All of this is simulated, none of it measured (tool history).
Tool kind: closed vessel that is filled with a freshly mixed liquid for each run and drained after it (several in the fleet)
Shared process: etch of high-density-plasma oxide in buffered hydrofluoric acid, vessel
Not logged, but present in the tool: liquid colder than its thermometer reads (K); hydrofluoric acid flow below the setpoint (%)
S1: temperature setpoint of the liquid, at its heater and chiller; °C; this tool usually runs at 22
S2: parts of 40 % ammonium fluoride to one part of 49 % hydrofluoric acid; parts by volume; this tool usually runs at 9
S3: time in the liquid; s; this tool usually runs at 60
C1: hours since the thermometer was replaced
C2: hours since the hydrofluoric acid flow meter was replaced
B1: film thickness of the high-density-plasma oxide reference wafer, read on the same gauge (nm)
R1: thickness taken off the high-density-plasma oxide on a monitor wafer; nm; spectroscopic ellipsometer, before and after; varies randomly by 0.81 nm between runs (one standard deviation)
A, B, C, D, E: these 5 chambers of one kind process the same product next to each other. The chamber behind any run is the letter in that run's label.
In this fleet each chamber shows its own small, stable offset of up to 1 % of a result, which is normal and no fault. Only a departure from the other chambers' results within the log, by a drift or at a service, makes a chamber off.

run   hour  S1    S2  S3      C1      C2      B1      R1
 1C    6.4  22     9  60   293.9  1722.1  139.96  85.228
 2A   10.5  22     9  60  1237.4  2113.4  139.96  83.859
 3D   18.2  22     9  60   164.6   698.5  140.02  85.128
 4E   23.7  22     9  60  1579.3   699.2     140  83.252
 5B   28.2  22     9  60  1573.5   257.7  140.03  85.038
 6E   35.4  22     9  60    1591   710.9  139.99  83.639
 7C   43.6  22     9  60   331.1  1759.3  140.01  84.883
 8A   52.4  22     9  85  1279.3  2155.3  139.99   116.8
 9B   58.9  22     9  85  1604.2   288.4  140.02  119.96
      60.7  -- chamber A: hydrofluoric acid flow meter replaced
10D   63.4  22     9  85   209.8   743.7  140.02  119.67
11A   67.6  22     9  85  1294.5       7  139.97   114.9
12B   74.3  22     9  85  1619.6   303.8  139.98  120.15
13E   80.3  22     9  60  1635.9   755.8  140.01  82.545
      80.8  -- chamber E: hydrofluoric acid flow meter replaced
14C   84.6  22     9  60   372.1  1800.3  140.01  85.161
15D   91.1  22  10.5  60   237.5   771.4  139.99  76.233
16E   96.5  22  10.5  60  1652.1    15.7  140.05  74.976
17D  102.9  22  10.5  60   249.3   783.2  139.99  76.035
18C  107.8  22  10.5  60   395.3  1823.5  140.03  75.487
19B  111.9  22  10.5  60  1657.2   341.4     140  74.821
20A  116.4  22     9  60  1343.3    55.8  139.97  78.766
21A  122.3  22     9  60  1349.2    61.7     140  79.528
22B    128  22     9  60  1673.3   357.5  140.07  84.368
23E  134.9  22     9  60  1690.5    54.1  139.98  84.137
24C  138.9  22     9  60   426.4  1854.6  140.03  84.925
25D  144.2  22     9  60   290.6   824.5  140.02  85.227
26E  152.8  22     9  60  1708.4      72  140.03  83.662
27C  157.2  22     9  60   444.7  1872.9  140.03  82.649
28A  165.7  22     9  60  1392.6   105.1     140  76.749
29B  172.3  22  12.5  60  1717.6   401.8  139.98  63.294
30D  180.5  22  12.5  60   326.9   860.8  140.01  64.029
31A  186.6  22  12.5  60  1413.5     126  139.99  57.531
32D  195.7  22  12.5  60   342.1     876  140.05  64.374
33C  203.7  22  12.5  60   491.2  1919.4  140.03  64.764
34E    210  19     9  30  1765.6   129.2  140.02  35.175
     215.4  -- chamber B: hydrofluoric acid flow meter replaced
35B  215.5  19     9  30  1760.8     0.2  140.01  35.533
36B  224.6  19     9  30  1769.9     9.3  139.95  35.624
37A  231.3  19     9  30  1458.2   170.7     140  31.426

Has any chamber moved away from the others, gradually or after a service, or does the common gauge drift, or do the chambers differ only by their own small steady offsets? State the chamber and the most likely cause if one applies.

It is chamber A that slowly wanders off from its peers.
What lies behind it: liquid colder than its thermometer reads (K) = 2.28.

Below are 4 candidate recipes for chamber A's next run, each the usual settings with a change, their results shown as question marks. Which of them brings A's results back in line with what the other chambers give on the usual settings?
To be in line, a result may differ from the other chambers' mean on the usual settings by at most: R1 2.8 nm
38A-1  237.9  22  9.5  55               ?
38A-2  237.9  23    9  70               ?
38A-3  237.9  18    9  60               ?
38A-4  237.9  22  8.5  65               ?

The other chambers' mean on the usual settings: R1 84.645 nm
  run      R1
38A-1  65.301
38A-2  90.959
38A-3  58.736
38A-4      85
Change 38A-4 lands the chamber within the allowed miss of the other chambers.

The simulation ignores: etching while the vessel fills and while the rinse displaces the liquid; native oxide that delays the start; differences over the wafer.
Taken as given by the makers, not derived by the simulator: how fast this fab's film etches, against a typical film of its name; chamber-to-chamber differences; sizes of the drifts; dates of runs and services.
